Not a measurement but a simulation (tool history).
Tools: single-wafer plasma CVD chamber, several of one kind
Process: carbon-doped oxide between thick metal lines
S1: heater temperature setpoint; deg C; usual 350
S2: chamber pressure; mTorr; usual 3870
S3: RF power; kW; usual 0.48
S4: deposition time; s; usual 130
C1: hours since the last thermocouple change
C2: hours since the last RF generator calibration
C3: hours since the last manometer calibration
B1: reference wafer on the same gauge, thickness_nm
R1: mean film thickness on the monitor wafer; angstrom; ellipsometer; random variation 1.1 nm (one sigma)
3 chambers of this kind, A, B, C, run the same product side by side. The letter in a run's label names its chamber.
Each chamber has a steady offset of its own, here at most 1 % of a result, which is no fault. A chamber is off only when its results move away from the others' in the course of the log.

run,day,S1,S2,S3,S4,C1,C2,C3,B1,R1
1C,0.442,350,3870,0.48,130,961.8,495.3,1393.7,561.94,6149.3
# day 0.646: chamber C: thermocouple changed; heater temperature recalibrated
2A,0.833,350,3870,0.48,130,1488.1,1622.8,826.6,561.89,6191
3B,1.154,350,3870,0.48,130,999.5,912.8,59.1,562.2,6175.9
4B,1.646,350,3870,0.48,130,1011.3,924.6,70.9,562.51,6169.4
5A,2.162,350,3870,0.48,130,1520,1654.7,858.5,562.68,6196.6
6C,2.671,350,3870,0.48,130,48.7,548.8,1447.2,562.76,6158.9
7B,3.208,350,3870,0.48,130,1048.8,962.1,108.4,562.75,6184.3
8C,3.667,350,3870,0.48,130,72.6,572.7,1471.1,562.97,6156.6
# day 3.788: chamber B: RF generator calibrated
9A,4.171,350,3870,0.48,130,1568.2,1702.9,906.7,563.24,6191.7
10C,4.508,350,3870,0.48,130,92.8,592.9,1491.3,563.02,6162.1
11A,4.833,350,3870,0.48,130,1584.1,1718.8,922.6,563.29,6214
12B,5.225,350,3870,0.48,130,1097.2,34.6,156.8,563.28,6214.3
13C,5.462,350,3870,0.54,143,115.7,615.8,1514.2,563.44,7279
14B,5.975,350,3870,0.54,143,1115.2,52.6,174.8,563.41,7314.3
15A,6.262,350,3870,0.54,143,1618.4,1753.1,956.9,563.62,7347.7
16A,6.512,350,3870,0.48,130,1624.4,1759.1,962.9,563.94,6201.5
17B,6.788,350,3870,0.48,130,1134.7,72.1,194.3,564.18,6210.8
18C,7.083,350,3870,0.48,130,154.6,654.7,1553.1,564.03,6142.1
# day 7.188: chamber A: RF generator calibrated
19C,7.471,350,3870,0.48,130,163.9,664,1562.4,564.07,6160.2
20A,7.808,350,3870,0.48,130,1655.5,14.9,994,563.99,6221
21B,8.167,350,3870,0.48,130,1167.8,105.2,227.4,564.25,6194.5
22C,8.546,350,3870,0.48,130,189.7,689.8,1588.2,564.61,6144.2
23A,9.012,350,3870,0.48,130,1684.4,43.8,1022.9,564.29,6214.7
24B,9.479,350,3870,0.48,130,1199.3,136.7,258.9,564.53,6197.5
25B,9.717,350,3870,0.48,130,1205,142.4,264.6,564.44,6226.2
26A,9.975,350,3870,0.48,130,1707.5,66.9,1046,564.77,6195
27C,10.425,350,3870,0.57,118,234.8,734.9,1633.3,564.97,6206.9
28C,10.796,350,3870,0.57,118,243.7,743.8,1642.2,564.6,6214.2
29A,11.279,350,3870,0.57,118,1738.8,98.2,1077.3,564.81,6295.8
30B,11.558,350,3870,0.48,130,1249.2,186.6,308.8,564.77,6201.1
31B,12.029,350,3870,0.48,130,1260.5,197.9,320.1,565.18,6211.4
32A,12.338,350,3870,0.565,130,1764.2,123.6,1102.7,565.06,6871.8
33C,12.625,350,3870,0.565,130,287.6,787.7,1686.1,565.7,6825.8
34B,12.892,350,3870,0.565,130,1281.2,218.6,340.8,565.44,6866.2
35A,13.288,350,3870,0.48,130,1787,146.4,1125.5,565.67,6233.2
36C,13.567,350,3870,0.48,130,310.2,810.3,1708.7,565.85,6181.4
37A,13.925,350,3870,0.48,130,1802.3,161.7,1140.8,565.91,6227.5
38B,14.392,350,3870,0.48,130,1317.2,254.6,376.8,565.89,6230.1
39C,14.638,350,3870,0.48,130,335.9,836,1734.4,565.8,6169.1

All 3 chambers run these settings next. Forecast each chamber's results:
40A,15.025,350,3530,0.48,130,,,,,?
40B,15.025,350,3530,0.48,130,,,,,?
40C,15.025,350,3530,0.48,130,,,,,?

run,R1
40A,6155.5
40B,6142.9
40C,6103
